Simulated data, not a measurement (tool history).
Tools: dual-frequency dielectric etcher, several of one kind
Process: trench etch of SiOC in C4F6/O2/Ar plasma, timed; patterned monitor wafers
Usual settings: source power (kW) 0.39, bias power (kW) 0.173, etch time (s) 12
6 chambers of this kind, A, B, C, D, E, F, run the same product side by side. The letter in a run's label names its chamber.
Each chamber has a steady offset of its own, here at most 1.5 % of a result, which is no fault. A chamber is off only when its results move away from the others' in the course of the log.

run	hour	source power (kW)	bias power (kW)	etch time (s)	read-back reference wafer on the same gauge, depth_nm	mean etch depth across the wafer (nm)
1A	12.3	0.39	0.173	12	21.103	24.439
2D	22.6	0.39	0.173	12	21.109	24.261
3B	32.4	0.39	0.173	12	21.102	24.424
4F	41.7	0.39	0.173	12	21.109	24.348
5E	51.2	0.39	0.173	12	21.112	24.344
# hour 60.7: chamber D: wet clean of the chamber
6C	64.5	0.39	0.173	12	21.113	24.149
7C	75.3	0.39	0.153	10.5	21.121	20.324
8D	84.5	0.39	0.153	10.5	21.126	20.462
9A	94	0.39	0.153	10.5	21.126	20.555
10F	108.2	0.39	0.153	10.5	21.122	20.573
11E	115.3	0.39	0.153	10.5	21.128	20.467
12B	126.4	0.39	0.153	10.5	21.131	20.636
13B	135.2	0.39	0.173	12	21.13	24.429
14A	143.1	0.39	0.173	12	21.139	24.419
15C	155.8	0.39	0.173	12	21.133	24.185
# hour 161.8: chamber C: wet clean of the chamber
# hour 167.4: chamber E: wet clean of the chamber
16E	169.3	0.39	0.173	12	21.139	24.358
17F	175.5	0.39	0.136	10	21.142	18.844
18D	182.3	0.39	0.136	10	21.137	18.805
19B	195.3	0.39	0.136	10	21.152	18.888
20A	205.1	0.39	0.136	10	21.149	18.918
21D	217.7	0.39	0.136	10	21.156	18.778
22E	225.4	0.39	0.136	10	21.158	18.836
23F	236.4	0.39	0.173	12	21.156	24.423
24C	248.1	0.39	0.173	12	21.163	24.172
25D	257.4	0.39	0.173	12	21.159	24.314
26B	270.3	0.39	0.173	12	21.166	24.46
27F	280.9	0.39	0.173	12	21.166	24.492
28C	294	0.39	0.173	12	21.168	24.167
29E	304.5	0.39	0.173	12	21.172	24.436
30A	310.8	0.39	0.173	12	21.166	24.456
# hour 321.2: chamber A: wet clean of the chamber
31D	323.5	0.39	0.173	12	21.172	24.355
32E	332.5	0.39	0.173	12	21.18	24.44
33C	340.6	0.39	0.173	12	21.175	24.221
# hour 348.1: chamber F: bias power generator calibrated
34A	351.4	0.45	0.173	12	21.18	25.859
35B	365.1	0.45	0.173	12	21.184	25.932
36F	379.3	0.45	0.173	12	21.195	25.933
37B	393.1	0.45	0.173	12	21.194	25.907
38E	401.8	0.45	0.173	12	21.188	25.8

What goes on in this fleet: one chamber off, a drifting gauge, or nothing beyond the chambers' own small offsets? Name the chamber and the cause, if any.

The gauge drifts, so all chambers seem to drift together. No chamber is off.
Cause: gauge reads high (%) = 0.456.
